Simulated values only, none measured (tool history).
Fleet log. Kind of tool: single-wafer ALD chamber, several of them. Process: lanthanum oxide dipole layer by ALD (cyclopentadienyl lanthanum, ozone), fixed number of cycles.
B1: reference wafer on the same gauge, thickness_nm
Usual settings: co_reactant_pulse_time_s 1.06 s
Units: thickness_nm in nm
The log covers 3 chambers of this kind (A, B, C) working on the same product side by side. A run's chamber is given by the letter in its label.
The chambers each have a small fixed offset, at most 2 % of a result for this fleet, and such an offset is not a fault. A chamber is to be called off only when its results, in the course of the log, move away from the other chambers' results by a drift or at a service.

{"run": "1A", "hour": 7.3, "co_reactant_pulse_time_s": 1.06, "B1": 0.44819, "thickness_nm": 0.5217}
{"run": "2B", "hour": 19.0, "co_reactant_pulse_time_s": 1.06, "B1": 0.448, "thickness_nm": 0.5088}
{"run": "3C", "hour": 34.1, "co_reactant_pulse_time_s": 1.06, "B1": 0.44814, "thickness_nm": 0.50605}
{"run": "4C", "hour": 48.4, "co_reactant_pulse_time_s": 1.06, "B1": 0.44812, "thickness_nm": 0.50544}
{"run": "5B", "hour": 64.0, "co_reactant_pulse_time_s": 1.06, "B1": 0.44809, "thickness_nm": 0.50303}
{"run": "6A", "hour": 75.3, "co_reactant_pulse_time_s": 1.06, "B1": 0.4483, "thickness_nm": 0.51865}
{"run": "7B", "hour": 85.3, "co_reactant_pulse_time_s": 1.06, "B1": 0.44757, "thickness_nm": 0.50356}
{"run": "8A", "hour": 95.9, "co_reactant_pulse_time_s": 1.06, "B1": 0.44813, "thickness_nm": 0.52035}
{"run": "9C", "hour": 107.4, "co_reactant_pulse_time_s": 1.06, "B1": 0.44816, "thickness_nm": 0.50274}
{"run": "10C", "hour": 120.9, "co_reactant_pulse_time_s": 1.06, "B1": 0.44852, "thickness_nm": 0.50325}
{"run": "11A", "hour": 135.0, "co_reactant_pulse_time_s": 1.06, "B1": 0.44819, "thickness_nm": 0.51802}
{"hour": 146.7, "done": "chamber C: thermocouple changed; heater temperature recalibrated"}
{"run": "12B", "hour": 147.6, "co_reactant_pulse_time_s": 1.06, "B1": 0.44814, "thickness_nm": 0.50214}
{"run": "13A", "hour": 158.1, "co_reactant_pulse_time_s": 1.06, "B1": 0.44741, "thickness_nm": 0.51704}
{"run": "14C", "hour": 166.7, "co_reactant_pulse_time_s": 1.06, "B1": 0.44814, "thickness_nm": 0.50666}
{"run": "15B", "hour": 181.4, "co_reactant_pulse_time_s": 1.06, "B1": 0.44841, "thickness_nm": 0.50351}
{"run": "16B", "hour": 194.3, "co_reactant_pulse_time_s": 1.06, "B1": 0.44748, "thickness_nm": 0.50404}
{"run": "17A", "hour": 202.4, "co_reactant_pulse_time_s": 1.06, "B1": 0.44819, "thickness_nm": 0.51519}
{"run": "18C", "hour": 215.2, "co_reactant_pulse_time_s": 1.06, "B1": 0.44796, "thickness_nm": 0.50538}
{"run": "19B", "hour": 225.2, "co_reactant_pulse_time_s": 1.36, "B1": 0.44811, "thickness_nm": 0.53657}
{"run": "20A", "hour": 238.4, "co_reactant_pulse_time_s": 1.36, "B1": 0.44786, "thickness_nm": 0.54924}
{"run": "21C", "hour": 251.1, "co_reactant_pulse_time_s": 1.36, "B1": 0.44781, "thickness_nm": 0.53571}
{"run": "22B", "hour": 265.0, "co_reactant_pulse_time_s": 1.06, "B1": 0.44813, "thickness_nm": 0.50598}
{"run": "23A", "hour": 272.0, "co_reactant_pulse_time_s": 1.06, "B1": 0.44719, "thickness_nm": 0.51822}
{"run": "24C", "hour": 283.1, "co_reactant_pulse_time_s": 1.06, "B1": 0.44778, "thickness_nm": 0.50933}
{"run": "25B", "hour": 293.4, "co_reactant_pulse_time_s": 1.06, "B1": 0.44814, "thickness_nm": 0.505}
{"run": "26A", "hour": 306.0, "co_reactant_pulse_time_s": 1.06, "B1": 0.4479, "thickness_nm": 0.51554}
{"run": "27C", "hour": 320.1, "co_reactant_pulse_time_s": 1.06, "B1": 0.4483, "thickness_nm": 0.50893}
{"run": "28A", "hour": 332.2, "co_reactant_pulse_time_s": 1.06, "B1": 0.44789, "thickness_nm": 0.51593}
{"run": "29C", "hour": 348.0, "co_reactant_pulse_time_s": 1.28, "B1": 0.44792, "thickness_nm": 0.52684}
{"run": "30B", "hour": 355.2, "co_reactant_pulse_time_s": 1.28, "B1": 0.44735, "thickness_nm": 0.52791}
{"run": "31A", "hour": 362.0, "co_reactant_pulse_time_s": 1.28, "B1": 0.44812, "thickness_nm": 0.54652}
{"run": "32B", "hour": 372.4, "co_reactant_pulse_time_s": 1.06, "B1": 0.44814, "thickness_nm": 0.50662}
{"run": "33C", "hour": 388.2, "co_reactant_pulse_time_s": 1.06, "B1": 0.44763, "thickness_nm": 0.50961}

The same settings go to every chamber for the next run, one line per chamber below. Forecast the results for each:
{"run": "34A", "hour": 399.6, "co_reactant_pulse_time_s": 1.06, "thickness_nm": "?"}
{"run": "34B", "hour": 399.6, "co_reactant_pulse_time_s": 1.06, "thickness_nm": "?"}
{"run": "34C", "hour": 399.6, "co_reactant_pulse_time_s": 1.06, "thickness_nm": "?"}

run=34A thickness_nm=0.52069
run=34B thickness_nm=0.50492
run=34C thickness_nm=0.50045

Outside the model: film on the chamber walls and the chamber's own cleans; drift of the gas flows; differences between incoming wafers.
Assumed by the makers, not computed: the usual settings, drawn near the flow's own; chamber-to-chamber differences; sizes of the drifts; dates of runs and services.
